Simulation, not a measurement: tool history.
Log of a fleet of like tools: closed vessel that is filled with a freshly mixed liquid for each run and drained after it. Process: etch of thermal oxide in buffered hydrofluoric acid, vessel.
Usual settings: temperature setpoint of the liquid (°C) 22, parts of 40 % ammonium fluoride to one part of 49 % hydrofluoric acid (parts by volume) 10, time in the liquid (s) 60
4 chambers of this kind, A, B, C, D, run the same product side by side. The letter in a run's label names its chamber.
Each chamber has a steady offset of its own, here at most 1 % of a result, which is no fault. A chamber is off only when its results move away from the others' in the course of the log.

run   hour  temperature setpoint of the liquid (°C)  parts of 40 % ammonium fluoride to one part of 49 % hydrofluoric acid (parts by volume)  time in the liquid (s)  read-back film thickness of the thermal oxide reference wafer, read on the same gauge (nm)  thickness taken off the thermal oxide on a monitor wafer (nm)
 1C    6.6                                       22                                                                                       10                      60                                                                                      149.97                                                         61.901
 2A   11.7                                       22                                                                                       10                      60                                                                                      149.97                                                         62.297
 3D   16.1                                       22                                                                                       10                      60                                                                                      149.96                                                         62.259
 4B     20                                       22                                                                                       10                      60                                                                                         150                                                         61.788
 5C   23.7                                       22                                                                                       10                      40                                                                                      149.98                                                         41.226
 6D   30.6                                       22                                                                                       10                      40                                                                                      149.99                                                         41.551
 7A     34                                       22                                                                                       10                      40                                                                                      149.97                                                         41.688
 8B   39.9                                       22                                                                                       10                      40                                                                                      150.01                                                         41.373
 9C   46.5                                       22                                                                                       10                      60                                                                                      149.99                                                         61.713
10B   51.4                                       22                                                                                       10                      60                                                                                      149.99                                                         61.839
11D   57.1                                       22                                                                                       10                      60                                                                                      149.93                                                         62.021
12A   61.7                                       24                                                                                       10                      95                                                                                      150.01                                                         109.47
13C     65                                       24                                                                                       10                      95                                                                                         150                                                         109.39
14A   68.2                                       24                                                                                       10                      95                                                                                      150.01                                                          109.4
15B   74.9                                       24                                                                                       10                      95                                                                                      150.01                                                         109.25
16D   80.7                                       22                                                                                       10                      60                                                                                      150.01                                                         62.448
17D   84.3                                       22                                                                                       10                      60                                                                                      150.03                                                         62.073
18A   90.3                                       22                                                                                      6.5                      60                                                                                      149.99                                                         92.219
19C   95.4                                       22                                                                                      6.5                      60                                                                                      149.98                                                         92.191
20B   99.5                                       22                                                                                      6.5                      60                                                                                         150                                                         93.101
21C  105.1                                       22                                                                                      6.5                      60                                                                                      150.02                                                         92.669
22B  109.6                                       19                                                                                       10                      50                                                                                      150.01                                                         43.801
23A  116.8                                       19                                                                                       10                      50                                                                                      150.04                                                         43.761
24D    120                                       19                                                                                       10                      50                                                                                      149.97                                                         43.762
25A  125.2                                       19                                                                                       10                      50                                                                                      150.01                                                         43.848
26B  132.1                                       22                                                                                       10                      60                                                                                      149.96                                                          61.75
27C  135.3                                       22                                                                                     12.5                      60                                                                                      150.06                                                         49.686
28D  140.9                                       22                                                                                     12.5                      60                                                                                      150.03                                                           49.8
29A  146.5                                       22                                                                                     12.5                      60                                                                                      150.02                                                         50.178
30B  152.3                                       22                                                                                     12.5                      60                                                                                      149.98                                                         49.674
31D  158.7                                       22                                                                                       10                      60                                                                                         150                                                         62.107
32C  162.2                                       22                                                                                       10                      60                                                                                      150.04                                                         62.124
33B  165.4                                       22                                                                                       10                      60                                                                                      150.02                                                         61.598
34C  170.8                                       22                                                                                       10                      60                                                                                      150.01                                                         61.742
35D  177.5                                       22                                                                                       10                      95                                                                                      150.02                                                         98.603
36A    184                                       22                                                                                       10                      95                                                                                      150.03                                                         98.254
37D  190.2                                       22                                                                                       10                      95                                                                                         150                                                         98.631

Next, every chamber runs the same settings. What will each give?
38A  195.4                                       22                                                                                       10                      60                                                                                                                                                          ?
38B  195.4                                       22                                                                                       10                      60                                                                                                                                                          ?
38C  195.4                                       22                                                                                       10                      60                                                                                                                                                          ?
38D  195.4                                       22                                                                                       10                      60                                                                                                                                                          ?

run  thickness taken off the thermal oxide on a monitor wafer (nm)
38A                                                         62.117
38B                                                         62.065
38C                                                         61.871
38D                                                          62.14

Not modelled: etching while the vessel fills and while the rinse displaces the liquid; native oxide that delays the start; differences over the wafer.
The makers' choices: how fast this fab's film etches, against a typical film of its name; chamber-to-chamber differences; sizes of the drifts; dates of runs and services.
